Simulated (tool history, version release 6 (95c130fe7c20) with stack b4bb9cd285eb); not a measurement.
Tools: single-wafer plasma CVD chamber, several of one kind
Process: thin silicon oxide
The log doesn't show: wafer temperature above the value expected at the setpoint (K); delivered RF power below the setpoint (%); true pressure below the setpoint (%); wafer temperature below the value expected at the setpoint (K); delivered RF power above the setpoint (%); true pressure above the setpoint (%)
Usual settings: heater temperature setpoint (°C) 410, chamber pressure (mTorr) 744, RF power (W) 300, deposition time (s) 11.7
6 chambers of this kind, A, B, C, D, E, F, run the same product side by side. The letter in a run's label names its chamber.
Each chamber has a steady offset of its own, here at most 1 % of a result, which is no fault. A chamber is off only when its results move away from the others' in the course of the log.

| run | hour | heater temperature setpoint (°C) | chamber pressure (mTorr) | RF power (W) | deposition time (s) | hours since the last thermocouple change | hours since the last RF generator calibration | hours since the last manometer calibration | read-back reference wafer on the same gauge, thickness_nm | mean film thickness on the monitor wafer (angstrom) |
|---|---|---|---|---|---|---|---|---|---|---|
| 1E | 5.3 | 410 | 744 | 300 | 11.7 | 1192.4 | 1844.4 | 1293.9 | 20.887 | 199.14 |
| 2F | 12.7 | 410 | 744 | 300 | 11.7 | 802.4 | 515.1 | 1130.2 | 20.875 | 200.5 |
|  | 15.7 | chamber E: thermocouple changed; heater temperature recalibrated |
|  | 15.9 | chamber F: capacitance manometer re-zeroed and calibrated |
| 3D | 19.9 | 410 | 744 | 300 | 11.7 | 1191.5 | 461 | 2206.4 | 20.897 | 199.47 |
| 4A | 28.2 | 410 | 744 | 300 | 11.7 | 443.6 | 1121.5 | 300.4 | 20.905 | 196.5 |
| 5B | 36.5 | 424 | 744 | 300 | 10.8 | 1002.6 | 1073.9 | 41.2 | 20.888 | 181.74 |
| 6C | 45.2 | 424 | 744 | 300 | 10.8 | 2276.6 | 609.4 | 2335.3 | 20.887 | 181.77 |
| 7D | 52 | 424 | 744 | 300 | 10.8 | 1223.6 | 493.1 | 2238.5 | 20.889 | 180.62 |
| 8A | 56.2 | 424 | 744 | 300 | 10.8 | 471.6 | 1149.5 | 328.4 | 20.922 | 181.62 |
| 9B | 60.9 | 424 | 744 | 300 | 10.8 | 1027 | 1098.3 | 65.6 | 20.923 | 180.05 |
| 10C | 68.1 | 424 | 744 | 300 | 10.8 | 2299.5 | 632.3 | 2358.2 | 20.892 | 181.26 |
| 11F | 76.8 | 397 | 744 | 300 | 11.7 | 866.5 | 579.2 | 61 | 20.903 | 201.87 |
| 12E | 81.8 | 397 | 744 | 300 | 11.7 | 66.1 | 1920.9 | 1370.4 | 20.908 | 198.89 |
| 13A | 88.1 | 397 | 744 | 300 | 11.7 | 503.5 | 1181.4 | 360.3 | 20.9 | 195.77 |
| 14D | 95.5 | 397 | 744 | 300 | 11.7 | 1267.1 | 536.6 | 2282 | 20.877 | 201 |
| 15C | 104 | 397 | 744 | 300 | 11.7 | 2335.4 | 668.2 | 2394.1 | 20.921 | 202.75 |
| 16E | 111.3 | 397 | 744 | 300 | 11.7 | 95.6 | 1950.4 | 1399.9 | 20.888 | 200.26 |
| 17F | 116.7 | 410 | 744 | 245 | 11.7 | 906.4 | 619.1 | 100.9 | 20.895 | 183.92 |
| 18B | 120.8 | 410 | 744 | 245 | 11.7 | 1086.9 | 1158.2 | 125.5 | 20.899 | 182.51 |
| 19C | 126.8 | 410 | 744 | 245 | 11.7 | 2358.2 | 691 | 2416.9 | 20.912 | 182.39 |
| 20D | 132.2 | 410 | 744 | 245 | 11.7 | 1303.8 | 573.3 | 2318.7 | 20.914 | 181.05 |
| 21F | 139 | 410 | 744 | 245 | 11.7 | 928.7 | 641.4 | 123.2 | 20.874 | 183.68 |
|  | 139.5 | chamber D: capacitance manometer re-zeroed and calibrated |
| 22A | 145.4 | 410 | 744 | 245 | 11.7 | 560.8 | 1238.7 | 417.6 | 20.891 | 177.99 |
| 23E | 149.6 | 410 | 744 | 300 | 11.7 | 133.9 | 1988.7 | 1438.2 | 20.92 | 196.89 |
| 24B | 155.8 | 410 | 744 | 300 | 11.7 | 1121.9 | 1193.2 | 160.5 | 20.886 | 198.67 |
| 25F | 163.3 | 399 | 744 | 270 | 11.7 | 953 | 665.7 | 147.5 | 20.902 | 192.7 |
| 26C | 168 | 399 | 744 | 270 | 11.7 | 2399.4 | 732.2 | 2458.1 | 20.882 | 189.73 |
| 27E | 172.3 | 399 | 744 | 270 | 11.7 | 156.6 | 2011.4 | 1460.9 | 20.907 | 189.89 |
| 28A | 178.5 | 399 | 744 | 270 | 11.7 | 593.9 | 1271.8 | 450.7 | 20.886 | 185.17 |
| 29D | 183.2 | 399 | 744 | 270 | 11.7 | 1354.8 | 624.3 | 43.8 | 20.906 | 192.16 |
| 30B | 187.5 | 399 | 744 | 270 | 11.7 | 1153.6 | 1224.9 | 192.2 | 20.868 | 190.43 |
| 31E | 192.1 | 410 | 744 | 300 | 11.7 | 176.4 | 2031.2 | 1480.7 | 20.905 | 197.9 |
| 32C | 199.1 | 410 | 744 | 300 | 11.7 | 2430.5 | 763.3 | 2489.2 | 20.871 | 199.89 |
| 33D | 203.8 | 410 | 744 | 300 | 11.7 | 1375.4 | 644.9 | 64.4 | 20.912 | 197.23 |
| 34A | 209.5 | 410 | 744 | 300 | 11.7 | 624.9 | 1302.8 | 481.7 | 20.905 | 192.3 |
| 35B | 215.7 | 410 | 744 | 300 | 11.7 | 1181.8 | 1253.1 | 220.4 | 20.882 | 198.52 |
| 36F | 220.2 | 410 | 744 | 300 | 11.7 | 1009.9 | 722.6 | 204.4 | 20.894 | 200.25 |
| 37C | 227 | 410 | 744 | 300 | 11.7 | 2458.4 | 791.2 | 2517.1 | 20.885 | 200.06 |
| 38F | 235.6 | 410 | 744 | 300 | 11.7 | 1025.3 | 738 | 219.8 | 20.893 | 197.95 |
| 39D | 241 | 410 | 744 | 300 | 11.7 | 1412.6 | 682.1 | 101.6 | 20.883 | 200.32 |
| 40E | 247.3 | 410 | 581 | 270 | 11.7 | 231.6 | 2086.4 | 1535.9 | 20.909 | 143.99 |

What goes on in this fleet: one chamber off, a drifting gauge, or nothing beyond the chambers' own small offsets? Name the chamber and the cause, if any.

Chamber A drifts away from the others.
Cause: true pressure below the setpoint (%) = 4.22.

Here are 4 candidates for chamber A's next run, each the usual settings with a change, their results left as question marks. Which one brings its results back in line with what the others give on the usual settings?
In line means no further than this from the other chambers' mean on the usual settings: mean film thickness on the monitor wafer (angstrom) 3.3
| 41A-1 | 254 | 410 | 781 | 300 | 11.7 |  |  |  |  | ? |
| 41A-2 | 254 | 410 | 744 | 300 | 11.4 |  |  |  |  | ? |
| 41A-3 | 254 | 410 | 744 | 300 | 12 |  |  |  |  | ? |
| 41A-4 | 254 | 410 | 721 | 300 | 11.5 |  |  |  |  | ? |

The other chambers' mean on the usual settings: mean film thickness on the monitor wafer (angstrom) 198.81
| run | mean film thickness on the monitor wafer (angstrom) |
|---|---|
| 41A-1 | 198.66 |
| 41A-2 | 183.88 |
| 41A-3 | 193.53 |
| 41A-4 | 179.41 |
41A-1 brings the chamber back in line.
